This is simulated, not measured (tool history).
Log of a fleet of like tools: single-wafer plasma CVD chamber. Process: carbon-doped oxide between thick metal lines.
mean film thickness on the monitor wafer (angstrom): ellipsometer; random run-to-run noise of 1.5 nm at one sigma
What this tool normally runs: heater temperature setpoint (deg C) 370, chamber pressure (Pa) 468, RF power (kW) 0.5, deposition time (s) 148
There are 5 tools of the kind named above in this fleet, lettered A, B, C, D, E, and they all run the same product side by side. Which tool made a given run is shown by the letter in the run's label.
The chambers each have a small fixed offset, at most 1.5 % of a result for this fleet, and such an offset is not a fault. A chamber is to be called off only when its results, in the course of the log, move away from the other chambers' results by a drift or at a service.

| run | hour | heater temperature setpoint (deg C) | chamber pressure (Pa) | RF power (kW) | deposition time (s) | hours since the last thermocouple change | hours since the last RF generator calibration | hours since the last manometer calibration | read-back reference wafer on the same gauge, thickness_nm | mean film thickness on the monitor wafer (angstrom) |
|---|---|---|---|---|---|---|---|---|---|---|
| 1B | 4.5 | 370 | 468 | 0.5 | 148 | 505.6 | 69.5 | 1092.7 | 572.96 | 6642 |
| 2A | 8.1 | 370 | 468 | 0.5 | 148 | 1276.1 | 1706.7 | 912.7 | 573.13 | 6751.7 |
| 3C | 11.3 | 370 | 468 | 0.5 | 148 | 1305.8 | 1235.1 | 176.2 | 573.29 | 6759 |
| 4E | 14.6 | 370 | 468 | 0.5 | 148 | 826.1 | 397.3 | 487.9 | 572.76 | 6819.2 |
| 5D | 19.4 | 370 | 552 | 0.5 | 148 | 1777.1 | 2366.3 | 58.2 | 572.99 | 6925.7 |
| 6C | 24 | 370 | 552 | 0.5 | 148 | 1318.5 | 1247.8 | 188.9 | 573.2 | 6888.1 |
| 7B | 29.2 | 370 | 552 | 0.5 | 148 | 530.3 | 94.2 | 1117.4 | 572.97 | 6829.7 |
| 8A | 35.5 | 370 | 552 | 0.5 | 148 | 1303.5 | 1734.1 | 940.1 | 572.61 | 6867.5 |
| 9D | 39.2 | 370 | 552 | 0.5 | 148 | 1796.9 | 2386.1 | 78 | 573.26 | 6896.2 |
| 10E | 44.3 | 370 | 580 | 0.5 | 158 | 855.8 | 427 | 517.6 | 573.12 | 7492.7 |
| 11D | 47.7 | 370 | 580 | 0.5 | 158 | 1805.4 | 2394.6 | 86.5 | 573.1 | 7424.2 |
| 12A | 53 | 370 | 580 | 0.5 | 158 | 1321 | 1751.6 | 957.6 | 573.12 | 7365.2 |
| 13E | 56.6 | 370 | 580 | 0.5 | 158 | 868.1 | 439.3 | 529.9 | 572.78 | 7474.3 |
| 14B | 63 | 370 | 580 | 0.5 | 158 | 564.1 | 128 | 1151.2 | 573.08 | 7358.9 |
| 15C | 68.3 | 370 | 528 | 0.5 | 166 | 1362.8 | 1292.1 | 233.2 | 573.28 | 7641.7 |
| 16B | 73.7 | 370 | 528 | 0.5 | 166 | 574.8 | 138.7 | 1161.9 | 573.28 | 7579.4 |
| 17C | 77.9 | 370 | 528 | 0.5 | 166 | 1372.4 | 1301.7 | 242.8 | 573.2 | 7617.8 |
|  | 82.3 | chamber C: thermocouple changed; heater temperature recalibrated |
| 18A | 83 | 370 | 528 | 0.5 | 166 | 1351 | 1781.6 | 987.6 | 573.05 | 7627 |
| 19E | 87.3 | 370 | 528 | 0.5 | 166 | 898.8 | 470 | 560.6 | 572.71 | 7765.1 |
| 20D | 92.1 | 370 | 468 | 0.5 | 148 | 1849.8 | 2439 | 130.9 | 573.24 | 6766.4 |
| 21E | 98.3 | 370 | 468 | 0.5 | 148 | 909.8 | 481 | 571.6 | 573.17 | 6792.2 |
| 22A | 101.2 | 370 | 468 | 0.5 | 148 | 1369.2 | 1799.8 | 1005.8 | 573.12 | 6716.1 |
| 23B | 105 | 370 | 432 | 0.465 | 148 | 606.1 | 170 | 1193.2 | 573.12 | 6333.8 |
| 24D | 108.3 | 370 | 432 | 0.465 | 148 | 1866 | 2455.2 | 147.1 | 572.98 | 6396.2 |
| 25C | 114.8 | 370 | 432 | 0.465 | 148 | 32.6 | 1338.6 | 279.7 | 573.23 | 6269.5 |
| 26E | 119.2 | 370 | 432 | 0.465 | 148 | 930.7 | 501.9 | 592.5 | 573.23 | 6453.6 |
| 27B | 125 | 370 | 432 | 0.465 | 148 | 626.1 | 190 | 1213.2 | 572.86 | 6334 |
| 28C | 131.3 | 370 | 468 | 0.5 | 148 | 49.1 | 1355.1 | 296.2 | 573.01 | 6606.9 |
|  | 132.2 | chamber B: capacitance manometer re-zeroed and calibrated |
| 29A | 134.2 | 370 | 468 | 0.5 | 148 | 1402.2 | 1832.8 | 1038.8 | 572.84 | 6742.8 |
| 30D | 139.1 | 370 | 468 | 0.5 | 148 | 1896.8 | 2486 | 177.9 | 573.27 | 6744.2 |
| 31D | 144.7 | 370 | 468 | 0.5 | 148 | 1902.4 | 2491.6 | 183.5 | 573.16 | 6733.6 |
| 32A | 151 | 370 | 468 | 0.5 | 148 | 1419 | 1849.6 | 1055.6 | 573.29 | 6711 |
| 33B | 155.2 | 370 | 468 | 0.5 | 148 | 656.3 | 220.2 | 23.1 | 573.19 | 6646.8 |
| 34C | 158.3 | 370 | 468 | 0.5 | 148 | 76.1 | 1382.1 | 323.2 | 573.22 | 6585.1 |
| 35E | 163.6 | 370 | 468 | 0.5 | 148 | 975.1 | 546.3 | 636.9 | 572.75 | 6807.5 |

For the next run the whole fleet of 5 chambers uses the same settings. Give each chamber's results:
| 36A | 168.3 | 370 | 468 | 0.5 | 148 |  |  |  |  | ? |
| 36B | 168.3 | 370 | 468 | 0.5 | 148 |  |  |  |  | ? |
| 36C | 168.3 | 370 | 468 | 0.5 | 148 |  |  |  |  | ? |
| 36D | 168.3 | 370 | 468 | 0.5 | 148 |  |  |  |  | ? |
| 36E | 168.3 | 370 | 468 | 0.5 | 148 |  |  |  |  | ? |

| run | mean film thickness on the monitor wafer (angstrom) |
|---|---|
| 36A | 6729.2 |
| 36B | 6668.4 |
| 36C | 6558.8 |
| 36D | 6752.7 |
| 36E | 6827.2 |

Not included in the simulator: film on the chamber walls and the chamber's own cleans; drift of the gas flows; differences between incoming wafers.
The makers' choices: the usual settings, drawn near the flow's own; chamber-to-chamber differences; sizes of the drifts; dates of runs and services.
